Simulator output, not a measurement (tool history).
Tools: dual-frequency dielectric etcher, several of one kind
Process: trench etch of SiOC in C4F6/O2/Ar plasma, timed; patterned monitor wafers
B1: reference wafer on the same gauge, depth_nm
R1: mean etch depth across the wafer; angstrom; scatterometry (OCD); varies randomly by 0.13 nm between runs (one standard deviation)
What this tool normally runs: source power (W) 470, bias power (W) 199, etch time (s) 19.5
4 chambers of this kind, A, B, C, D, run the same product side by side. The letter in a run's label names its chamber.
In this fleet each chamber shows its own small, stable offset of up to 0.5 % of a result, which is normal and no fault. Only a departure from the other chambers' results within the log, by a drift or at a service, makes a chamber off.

run 1D hour=14.8 | source_power_(W)=470 bias_power_(W)=199 etch_time_(s)=19.5 | B1=43.596 | R1=445.05
run 2A hour=29.1 | source_power_(W)=470 bias_power_(W)=199 etch_time_(s)=19.5 | B1=43.603 | R1=445.02
run 3C hour=38.7 | source_power_(W)=470 bias_power_(W)=199 etch_time_(s)=19.5 | B1=43.606 | R1=443.7
run 4B hour=51.7 | source_power_(W)=470 bias_power_(W)=199 etch_time_(s)=19.5 | B1=43.575 | R1=443.74
run 5D hour=62.1 | source_power_(W)=470 bias_power_(W)=199 etch_time_(s)=23.5 | B1=43.634 | R1=536.86
run 6C hour=74.2 | source_power_(W)=470 bias_power_(W)=199 etch_time_(s)=23.5 | B1=43.599 | R1=536.27
run 7B hour=81.9 | source_power_(W)=470 bias_power_(W)=199 etch_time_(s)=23.5 | B1=43.589 | R1=539.35
-- hour=82.3 chamber A: wet clean of the chamber
run 8A hour=94.2 | source_power_(W)=470 bias_power_(W)=199 etch_time_(s)=23.5 | B1=43.584 | R1=536.02
run 9D hour=108.9 | source_power_(W)=470 bias_power_(W)=199 etch_time_(s)=19.5 | B1=43.601 | R1=445
run 10A hour=122.9 | source_power_(W)=470 bias_power_(W)=199 etch_time_(s)=19.5 | B1=43.586 | R1=443.01
run 11C hour=134.4 | source_power_(W)=470 bias_power_(W)=164 etch_time_(s)=24 | B1=43.567 | R1=517.63
run 12B hour=142.5 | source_power_(W)=470 bias_power_(W)=164 etch_time_(s)=24 | B1=43.611 | R1=516.43
run 13C hour=154.1 | source_power_(W)=470 bias_power_(W)=164 etch_time_(s)=24 | B1=43.603 | R1=516.95
run 14A hour=165 | source_power_(W)=470 bias_power_(W)=164 etch_time_(s)=24 | B1=43.584 | R1=515.18
run 15B hour=176.6 | source_power_(W)=580 bias_power_(W)=199 etch_time_(s)=22.5 | B1=43.623 | R1=558.44
run 16D hour=188.6 | source_power_(W)=580 bias_power_(W)=199 etch_time_(s)=22.5 | B1=43.597 | R1=552.73
run 17D hour=198.8 | source_power_(W)=580 bias_power_(W)=199 etch_time_(s)=22.5 | B1=43.586 | R1=559.82
-- hour=199.6 chamber C: wet clean of the chamber
-- hour=212.5 chamber B: wet clean of the chamber
run 18B hour=213.1 | source_power_(W)=580 bias_power_(W)=199 etch_time_(s)=22.5 | B1=43.589 | R1=558.98
-- hour=219.7 chamber D: wet clean of the chamber
run 19A hour=221.7 | source_power_(W)=470 bias_power_(W)=199 etch_time_(s)=19.5 | B1=43.601 | R1=444.07
run 20C hour=231.4 | source_power_(W)=470 bias_power_(W)=199 etch_time_(s)=19.5 | B1=43.616 | R1=445.67
run 21B hour=238.6 | source_power_(W)=400 bias_power_(W)=199 etch_time_(s)=19.5 | B1=43.634 | R1=418.76
run 22D hour=246.8 | source_power_(W)=400 bias_power_(W)=199 etch_time_(s)=19.5 | B1=43.606 | R1=402.64
run 23C hour=261.5 | source_power_(W)=400 bias_power_(W)=199 etch_time_(s)=19.5 | B1=43.582 | R1=417.08
run 24A hour=272.5 | source_power_(W)=400 bias_power_(W)=199 etch_time_(s)=19.5 | B1=43.599 | R1=420.03
run 25A hour=281.1 | source_power_(W)=470 bias_power_(W)=199 etch_time_(s)=19.5 | B1=43.615 | R1=444.74
run 26B hour=293.4 | source_power_(W)=470 bias_power_(W)=199 etch_time_(s)=19.5 | B1=43.583 | R1=444.63
run 27D hour=307.3 | source_power_(W)=470 bias_power_(W)=199 etch_time_(s)=19.5 | B1=43.634 | R1=431.27
run 28C hour=314.4 | source_power_(W)=470 bias_power_(W)=199 etch_time_(s)=19.5 | B1=43.589 | R1=442.35
run 29A hour=324.3 | source_power_(W)=410 bias_power_(W)=199 etch_time_(s)=14 | B1=43.622 | R1=301.81
run 30C hour=331.2 | source_power_(W)=410 bias_power_(W)=199 etch_time_(s)=14 | B1=43.591 | R1=302.47
run 31D hour=341.1 | source_power_(W)=410 bias_power_(W)=199 etch_time_(s)=14 | B1=43.646 | R1=293.97

Each of the 4 chambers runs these same settings next. Fill in every chamber's results:
run 32A hour=351.8 | source_power_(W)=560 bias_power_(W)=199 etch_time_(s)=19.5 | R1=?
run 32B hour=351.8 | source_power_(W)=560 bias_power_(W)=199 etch_time_(s)=19.5 | R1=?
run 32C hour=351.8 | source_power_(W)=560 bias_power_(W)=199 etch_time_(s)=19.5 | R1=?
run 32D hour=351.8 | source_power_(W)=560 bias_power_(W)=199 etch_time_(s)=19.5 | R1=?

run=32A R1=474.92
run=32B R1=477.47
run=32C R1=476.12
run=32D R1=460.77
